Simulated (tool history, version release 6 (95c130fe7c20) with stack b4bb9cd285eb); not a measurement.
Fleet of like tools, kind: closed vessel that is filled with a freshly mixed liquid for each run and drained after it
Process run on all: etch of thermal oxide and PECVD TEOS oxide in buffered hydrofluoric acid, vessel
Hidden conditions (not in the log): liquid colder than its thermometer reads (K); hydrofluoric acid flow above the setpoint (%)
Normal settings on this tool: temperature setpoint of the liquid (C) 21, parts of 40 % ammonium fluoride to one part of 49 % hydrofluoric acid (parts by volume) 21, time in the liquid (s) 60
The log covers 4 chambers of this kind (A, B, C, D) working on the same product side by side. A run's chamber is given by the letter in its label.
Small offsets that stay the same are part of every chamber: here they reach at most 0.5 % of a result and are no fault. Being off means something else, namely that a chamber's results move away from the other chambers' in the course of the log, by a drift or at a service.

| run | day | temperature setpoint of the liquid (C) | parts of 40 % ammonium fluoride to one part of 49 % hydrofluoric acid (parts by volume) | time in the liquid (s) | hours since the thermometer was replaced | hours since the hydrofluoric acid flow meter was replaced | read-back film thickness of the thermal oxide reference wafer, read on the same gauge (nm) | read-back film thickness of the PECVD TEOS oxide reference wafer, read on the same gauge (nm) | thickness taken off the thermal oxide on a monitor wafer (angstrom) | thickness taken off the PECVD TEOS oxide on a monitor wafer (angstrom) |
|---|---|---|---|---|---|---|---|---|---|---|
| 1A | 0.292 | 21 | 21 | 60 | 174.3 | 158.2 | 130 | 109.99 | 291.33 | 622.24 |
| 2D | 0.525 | 21 | 21 | 60 | 2567.3 | 477 | 130.01 | 110.01 | 294.67 | 621.13 |
| 3B | 0.792 | 21 | 21 | 60 | 699.1 | 168.5 | 129.98 | 109.98 | 295.73 | 619.56 |
| 4C | 0.996 | 21 | 21 | 60 | 1563.8 | 1755.1 | 129.98 | 109.96 | 290.24 | 622.88 |
| 5C | 1.154 | 21 | 21 | 60 | 1567.6 | 1758.9 | 130 | 109.99 | 287.84 | 609.98 |
| 6A | 1.296 | 17 | 21 | 85 | 198.4 | 182.3 | 130.01 | 109.99 | 328.19 | 708.09 |
| 7D | 1.467 | 17 | 21 | 85 | 2589.9 | 499.6 | 129.99 | 109.99 | 328.85 | 690.93 |
| 8B | 1.683 | 17 | 21 | 85 | 720.5 | 189.9 | 129.99 | 110 | 329.51 | 701.74 |
| 9D | 1.888 | 17 | 21 | 85 | 2600 | 509.7 | 130.01 | 109.99 | 320.22 | 696.19 |
|  | 2.025 | chamber D: thermometer replaced |
| 10A | 2.171 | 21 | 21 | 60 | 219.4 | 203.3 | 129.99 | 109.98 | 284.96 | 617.17 |
| 11C | 2.417 | 21 | 21 | 60 | 1597.9 | 1789.2 | 130 | 110 | 290.47 | 620 |
| 12B | 2.638 | 21 | 21 | 60 | 743.4 | 212.8 | 130 | 110.01 | 292.46 | 623.77 |
| 13D | 2.842 | 21 | 21 | 60 | 19.6 | 532.6 | 130 | 109.97 | 286.02 | 626.17 |
| 14A | 2.988 | 18 | 18.5 | 60 | 239 | 222.9 | 130 | 110 | 271.38 | 588.24 |
| 15B | 3.221 | 18 | 18.5 | 60 | 757.4 | 226.8 | 130 | 110 | 275.31 | 582.98 |
| 16C | 3.383 | 18 | 18.5 | 60 | 1621.1 | 1812.4 | 130 | 109.99 | 274.29 | 588.34 |
| 17B | 3.562 | 18 | 18.5 | 60 | 765.6 | 235 | 130 | 109.99 | 276.02 | 579.98 |
| 18A | 3.746 | 21 | 29.5 | 85 | 257.2 | 241.1 | 130 | 109.99 | 327.72 | 703.9 |
| 19D | 4.062 | 21 | 29.5 | 85 | 48.9 | 561.9 | 130 | 110.01 | 328.73 | 693.35 |
| 20C | 4.271 | 21 | 29.5 | 85 | 1642.4 | 1833.7 | 130 | 109.99 | 325.81 | 705.75 |
| 21D | 4.438 | 21 | 29.5 | 85 | 57.9 | 570.9 | 130.01 | 110.01 | 321.79 | 699.36 |
| 22B | 4.712 | 21 | 21 | 60 | 793.2 | 262.6 | 130.01 | 110 | 291.86 | 623.42 |
| 23C | 5.033 | 21 | 21 | 60 | 1660.7 | 1852 | 129.99 | 110 | 289.96 | 624.92 |
| 24A | 5.183 | 21 | 21 | 60 | 291.7 | 275.6 | 130 | 110.03 | 294.59 | 624.78 |
| 25A | 5.425 | 21 | 21 | 60 | 297.5 | 281.4 | 129.99 | 109.99 | 291.4 | 629.03 |
| 26C | 5.646 | 21 | 21 | 60 | 1675.4 | 1866.7 | 130.01 | 110.01 | 289.19 | 627.8 |
| 27B | 5.875 | 21 | 21 | 60 | 821.1 | 290.5 | 130 | 109.99 | 294.24 | 615.09 |
| 28D | 6.088 | 21 | 21 | 60 | 97.5 | 610.5 | 130.02 | 110 | 290.29 | 615.37 |
| 29C | 6.392 | 21 | 21 | 60 | 1693.3 | 1884.6 | 130.01 | 109.99 | 295.09 | 629.96 |
| 30D | 6.546 | 21 | 21 | 60 | 108.5 | 621.5 | 130 | 110 | 287.23 | 623.4 |
|  | 6.608 | chamber B: thermometer replaced |
| 31A | 6.804 | 21 | 21 | 60 | 330.6 | 314.5 | 130.01 | 110.01 | 291.07 | 627.02 |
| 32B | 7.104 | 21 | 21 | 60 | 12 | 320 | 130.02 | 110 | 292.73 | 623.72 |
| 33A | 7.329 | 21 | 21 | 90 | 343.2 | 327.1 | 130.01 | 109.98 | 431.47 | 941.74 |
| 34D | 7.521 | 21 | 21 | 90 | 131.9 | 644.9 | 130 | 110.02 | 439.99 | 942.12 |
| 35B | 7.796 | 21 | 21 | 90 | 28.6 | 336.6 | 130 | 110.01 | 431.6 | 943.7 |
| 36C | 8.058 | 21 | 21 | 90 | 1733.3 | 1924.6 | 130.02 | 110 | 434.58 | 919.01 |
| 37A | 8.267 | 21 | 21 | 60 | 365.7 | 349.6 | 129.99 | 110 | 288.2 | 626.03 |
| 38B | 8.562 | 21 | 21 | 60 | 47 | 355 | 130.01 | 109.99 | 293.54 | 620.66 |
| 39C | 8.738 | 21 | 21 | 60 | 1749.6 | 1940.9 | 129.98 | 110 | 285.56 | 633.66 |

Next, every chamber runs the same settings. What will each give?
| 40A | 8.967 | 21 | 29 | 60 |  |  |  |  | ? | ? |
| 40B | 8.967 | 21 | 29 | 60 |  |  |  |  | ? | ? |
| 40C | 8.967 | 21 | 29 | 60 |  |  |  |  | ? | ? |
| 40D | 8.967 | 21 | 29 | 60 |  |  |  |  | ? | ? |

| run | thickness taken off the thermal oxide on a monitor wafer (angstrom) | thickness taken off the PECVD TEOS oxide on a monitor wafer (angstrom) |
|---|---|---|
| 40A | 234.85 | 497.9 |
| 40B | 233.07 | 504.92 |
| 40C | 231.02 | 505.24 |
| 40D | 229.97 | 503.97 |
